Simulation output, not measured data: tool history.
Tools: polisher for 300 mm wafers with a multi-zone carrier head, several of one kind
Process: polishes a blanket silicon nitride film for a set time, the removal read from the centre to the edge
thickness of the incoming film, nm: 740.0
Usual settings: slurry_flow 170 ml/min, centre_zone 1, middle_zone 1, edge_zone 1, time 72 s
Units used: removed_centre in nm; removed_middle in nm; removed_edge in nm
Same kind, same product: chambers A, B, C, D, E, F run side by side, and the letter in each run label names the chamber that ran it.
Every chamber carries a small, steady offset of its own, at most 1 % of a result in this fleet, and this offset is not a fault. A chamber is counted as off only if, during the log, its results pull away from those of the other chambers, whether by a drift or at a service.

run,day,slurry_flow,centre_zone,middle_zone,edge_zone,time,wafers polished on this pad,hours since the slurry nozzle was cleaned,hours since the centre zone pressure was calibrated,hours since the edge zone pressure was calibrated,removed_centre,removed_middle,removed_edge
1B,0.167,170,1,1,1,72,486,14,125.9,25,97.17,96.439,97.099
2F,0.358,170,1,1,1,72,282,150.4,160.4,675.3,96.7,99.297,96.233
3A,0.596,170,1,1,1,72,396,362.1,585.2,1209.7,98.426,95.975,96.693
# day 0.871: chamber E: worn pad replaced by a new one
4C,0.879,170,1,1,1,72,609,139.8,372.4,535.9,96.068,95.687,97.449
5D,1.129,170,0.94,1,1,72,543,53,96.1,259.4,91.246,98.303,97.585
6E,1.304,170,0.94,1,1,72,83,448.2,879.1,446.9,90.587,99.845,97.201
# day 1.383: chamber C: centre zone pressure recalibrated
7C,1.492,170,0.94,1,1,72,727,154.5,2.6,550.6,90.378,97.739,96.911
8B,1.638,170,0.94,1,1,72,770,49.3,161.2,60.3,90.565,96.206,97.057
9E,1.833,170,0.94,1,1,72,185,460.9,891.8,459.6,91.248,96.208,95.238
10A,2.038,170,0.94,1,1,72,674,396.7,619.8,1244.3,90.373,96.906,97.718
# day 2.171: chamber B: worn pad replaced by a new one
11D,2.221,170,1,1,1,72,753,79.2,122.3,285.6,95.004,98.52,97.76
# day 2.467: chamber E: edge zone pressure recalibrated
12F,2.471,170,1,1,1,72,689,201.1,211.1,726,97.904,96.849,96.178
13F,2.633,170,1,1,1,72,720,205,215,729.9,95.554,95.349,96.966
14B,2.792,170,1,1,1,72,120,77,188.9,88,97.372,96.233,98.013
# day 2.796: chamber A: worn pad replaced by a new one
15D,3.092,170,1,1,1,72,921,100.1,143.2,306.5,95.575,98.032,97.099
16A,3.321,170,1,1,1,72,101,427.5,650.6,1275.1,95.918,96.43,97.608
# day 3.35: chamber C: worn pad replaced by a new one
17C,3.558,170,1,1,1,72,40,204.1,52.2,600.2,97.513,97.676,97.537
# day 3.658: chamber E: worn pad replaced by a new one
18E,3.808,170,1,1,1,72,29,508.3,939.2,32.2,97.261,97.675,96.223
19A,4.096,170,1,1,1,72,250,446.1,669.2,1293.7,98.776,95.314,97.357
# day 4.379: chamber A: edge zone pressure recalibrated
20E,4.392,170,1,1,1,72,141,522.3,953.2,46.2,96.884,97.131,96.437
21B,4.6,170,1,1,1,72,468,120.4,232.3,131.4,96.85,97.916,96.432
# day 4.754: chamber A: centre zone pressure recalibrated
22F,4.829,170,1,1,1,72,1144,257.7,267.7,782.6,97.109,97.763,97.185
23C,5.125,170,1,1,1,72,343,241.7,89.8,637.8,96.404,95.814,97.582
# day 5.308: chamber C: edge zone pressure recalibrated
24D,5.425,170,1,1,1,72,1371,156.1,199.2,362.5,97.07,97.584,96.613
25B,5.583,170,1,1,1,72,658,144,255.9,155,95.665,95.529,97.789
# day 5.788: chamber B: worn pad replaced by a new one
26A,5.867,170,1,1,1,72,592,488.6,26.8,35.8,95.831,97.776,96.403
27E,6.042,170,1,1,1,72,459,561.9,992.8,85.8,97.756,96.39,97.542
28F,6.2,170,1,1,1,72,1409,290.6,300.6,815.5,97.735,97.894,97.393
# day 6.258: chamber E: worn pad replaced by a new one
# day 6.271: chamber F: worn pad replaced by a new one
29D,6.375,170,1,1,1,72,1555,178.9,222,385.3,96.251,96.87,97.827
30C,6.517,170,1,1,1,72,611,275.1,123.2,29,96.135,98.108,98.593
# day 6.583: chamber A: worn pad replaced by a new one
31A,6.775,170,1,1,1,72,37,510.4,48.6,57.6,97.583,96.025,98.533
# day 6.854: chamber D: worn pad replaced by a new one
32F,7.017,170,1,1,1,72,144,310.2,320.2,835.1,96.712,96.872,96.848
33D,7.242,170,1,1,1,72,75,199.7,242.8,406.1,97.475,97.658,97.368
34C,7.542,170,1,1,1,72,809,299.7,147.8,53.6,96.178,96.681,97.32
35B,7.754,170,1,1,1,72,380,196.1,308,207.1,97.247,95.272,97.375
36E,8.038,205,1,1.1,1,72,343,609.8,1040.7,133.7,100.48,107.6,98.214
37F,8.175,205,1,1.1,1,72,367,338,348,862.9,100.17,109.39,99.326
38B,8.367,205,1,1.1,1,72,498,210.8,322.7,221.8,101.14,110.62,99.659
39C,8.504,205,1,1.1,1,72,995,322.8,170.9,76.7,100.02,106.88,99.766
40A,8.783,205,1,1.1,1,72,424,558.6,96.8,105.8,100.51,107.87,99.657
41D,8.975,205,1,1.1,1,72,409,241.3,284.4,447.7,101.04,112.6,98.802

Is one chamber off against the others, does the gauge drift, or is nothing wrong? If a chamber is off, say which, and what the likeliest cause is.

No chamber stands off beyond its own small offset, and the gauge holds steady.
